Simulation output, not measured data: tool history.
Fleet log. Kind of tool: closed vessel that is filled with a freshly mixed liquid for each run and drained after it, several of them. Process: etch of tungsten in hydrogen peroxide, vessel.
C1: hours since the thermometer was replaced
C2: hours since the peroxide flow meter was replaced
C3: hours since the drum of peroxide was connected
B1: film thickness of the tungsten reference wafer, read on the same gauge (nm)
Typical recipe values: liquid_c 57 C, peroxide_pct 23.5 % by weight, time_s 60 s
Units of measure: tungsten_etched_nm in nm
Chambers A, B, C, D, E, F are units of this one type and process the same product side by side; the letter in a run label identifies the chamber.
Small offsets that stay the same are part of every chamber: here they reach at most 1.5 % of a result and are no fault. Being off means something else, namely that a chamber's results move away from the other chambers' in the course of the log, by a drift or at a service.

Run 1C, day 0.188: usual settings; C1 1110.4; C2 446.1; C3 749.8; B1 129.99. Result: tungsten_etched_nm 161.760 nm.
Run 2B, day 0.333: usual settings; C1 22.0; C2 1985.3; C3 330.0; B1 129.97. Result: tungsten_etched_nm 160.500 nm.
Run 3F, day 0.508: usual settings; C1 152.3; C2 1697.5; C3 122.5; B1 129.99. Result: tungsten_etched_nm 159.640 nm.
Run 4D, day 0.717: usual settings; C1 723.4; C2 331.5; C3 127.7; B1 129.99. Result: tungsten_etched_nm 160.130 nm.
Run 5E, day 0.988: usual settings; C1 1119.6; C2 1167.6; C3 464.8; B1 130.01. Result: tungsten_etched_nm 159.120 nm.
Run 6A, day 1.138: usual settings; C1 376.2; C2 188.1; C3 227.1; B1 130.01. Result: tungsten_etched_nm 158.370 nm.
Run 7D, day 1.379: usual settings; C1 739.3; C2 347.4; C3 143.6; B1 130.02. Result: tungsten_etched_nm 159.400 nm.
Run 8A, day 1.538: usual settings; C1 385.8; C2 197.7; C3 236.7; B1 130.01. Result: tungsten_etched_nm 159.510 nm.
Run 9F, day 1.817: usual settings; C1 183.7; C2 1728.9; C3 153.9; B1 130.00. Result: tungsten_etched_nm 160.640 nm.
At day 2.050: chamber C: peroxide flow meter replaced.
Run 10B, day 2.129: usual settings but peroxide_pct 20.5 % by weight; C1 65.1; C2 2028.4; C3 373.1; B1 129.99. Result: tungsten_etched_nm 150.530 nm.
Run 11C, day 2.404: usual settings but peroxide_pct 20.5 % by weight; C1 1163.6; C2 8.6; C3 803.0; B1 129.96. Result: tungsten_etched_nm 149.880 nm.
Run 12E, day 2.692: usual settings but peroxide_pct 20.5 % by weight; C1 1160.5; C2 1208.5; C3 505.7; B1 130.00. Result: tungsten_etched_nm 149.210 nm.
Run 13E, day 2.842: usual settings but peroxide_pct 20.5 % by weight; C1 1164.1; C2 1212.1; C3 509.3; B1 129.99. Result: tungsten_etched_nm 148.980 nm.
Run 14C, day 3.008: usual settings but peroxide_pct 20.5 % by weight; C1 1178.1; C2 23.1; C3 817.5; B1 130.01. Result: tungsten_etched_nm 150.610 nm.
Run 15F, day 3.242: usual settings but peroxide_pct 20.5 % by weight; C1 217.9; C2 1763.1; C3 188.1; B1 130.01. Result: tungsten_etched_nm 149.880 nm.
Run 16D, day 3.425: usual settings; C1 788.4; C2 396.5; C3 192.7; B1 129.99. Result: tungsten_etched_nm 158.130 nm.
Run 17A, day 3.729: usual settings; C1 438.4; C2 250.3; C3 289.3; B1 129.98. Result: tungsten_etched_nm 159.920 nm.
Run 18B, day 4.046: usual settings; C1 111.1; C2 2074.4; C3 419.1; B1 130.01. Result: tungsten_etched_nm 161.420 nm.
Run 19B, day 4.300: usual settings; C1 117.2; C2 2080.5; C3 425.2; B1 129.96. Result: tungsten_etched_nm 161.270 nm.
Run 20E, day 4.467: usual settings; C1 1203.1; C2 1251.1; C3 548.3; B1 130.01. Result: tungsten_etched_nm 158.900 nm.
Run 21C, day 4.679: usual settings but liquid_c 50 C, time_s 70 s; C1 1218.2; C2 63.2; C3 857.6; B1 130.01. Result: tungsten_etched_nm 123.540 nm.
Run 22A, day 5.004: usual settings but liquid_c 50 C, time_s 70 s; C1 469.0; C2 280.9; C3 319.9; B1 130.00. Result: tungsten_etched_nm 123.320 nm.
Run 23D, day 5.200: usual settings but liquid_c 50 C, time_s 70 s; C1 831.0; C2 439.1; C3 235.3; B1 129.98. Result: tungsten_etched_nm 120.730 nm.
Run 24F, day 5.438: usual settings but liquid_c 50 C, time_s 70 s; C1 270.6; C2 1815.8; C3 240.8; B1 129.98. Result: tungsten_etched_nm 123.240 nm.
Run 25C, day 5.621: usual settings but liquid_c 50 C, time_s 70 s; C1 1240.8; C2 85.8; C3 880.2; B1 130.00. Result: tungsten_etched_nm 124.830 nm.
Run 26A, day 5.796: usual settings but liquid_c 50 C, time_s 70 s; C1 488.0; C2 299.9; C3 338.9; B1 130.00. Result: tungsten_etched_nm 123.100 nm.
Run 27F, day 5.958: usual settings; C1 283.1; C2 1828.3; C3 253.3; B1 130.01. Result: tungsten_etched_nm 158.740 nm.
Run 28D, day 6.133: usual settings; C1 853.4; C2 461.5; C3 257.7; B1 130.02. Result: tungsten_etched_nm 156.570 nm.
Run 29B, day 6.346: usual settings but liquid_c 53 C, time_s 40 s; C1 166.3; C2 2129.6; C3 474.3; B1 129.97. Result: tungsten_etched_nm 84.461 nm.
Run 30E, day 6.529: usual settings but liquid_c 53 C, time_s 40 s; C1 1252.6; C2 1300.6; C3 597.8; B1 130.00. Result: tungsten_etched_nm 83.542 nm.
At day 6.583: chamber B: peroxide flow meter replaced.
At day 6.592: chamber E: thermometer replaced.
Run 31C, day 6.821: usual settings but liquid_c 53 C, time_s 40 s; C1 1269.6; C2 114.6; C3 909.0; B1 130.02. Result: tungsten_etched_nm 84.746 nm.
Run 32A, day 7.062: usual settings but liquid_c 53 C, time_s 40 s; C1 518.4; C2 330.3; C3 369.3; B1 130.01. Result: tungsten_etched_nm 83.731 nm.
Run 33B, day 7.275: usual settings but liquid_c 53 C, time_s 40 s; C1 188.6; C2 16.7; C3 496.6; B1 130.00. Result: tungsten_etched_nm 84.582 nm.
Run 34D, day 7.538: usual settings but liquid_c 53 C, time_s 40 s; C1 887.1; C2 495.2; C3 291.4; B1 130.00. Result: tungsten_etched_nm 81.782 nm.
Run 35F, day 7.775: usual settings; C1 326.7; C2 1871.9; C3 296.9; B1 130.03. Result: tungsten_etched_nm 160.710 nm.
Run 36E, day 7.954: usual settings; C1 32.8; C2 1334.8; C3 632.0; B1 130.02. Result: tungsten_etched_nm 159.590 nm.
Run 37A, day 8.196: usual settings; C1 545.6; C2 357.5; C3 396.5; B1 130.01. Result: tungsten_etched_nm 158.800 nm.

Each of the 6 chambers runs these same settings next. Fill in every chamber's results:
Run 38A, day 8.438: usual settings but peroxide_pct 27.0 % by weight. Result: tungsten_etched_nm ?.
Run 38B, day 8.438: usual settings but peroxide_pct 27.0 % by weight. Result: tungsten_etched_nm ?.
Run 38C, day 8.438: usual settings but peroxide_pct 27.0 % by weight. Result: tungsten_etched_nm ?.
Run 38D, day 8.438: usual settings but peroxide_pct 27.0 % by weight. Result: tungsten_etched_nm ?.
Run 38E, day 8.438: usual settings but peroxide_pct 27.0 % by weight. Result: tungsten_etched_nm ?.
Run 38F, day 8.438: usual settings but peroxide_pct 27.0 % by weight. Result: tungsten_etched_nm ?.

run  tungsten_etched_nm
38A             170.700
38B             172.720
38C             172.990
38D             164.760
38E             171.390
38F             172.580
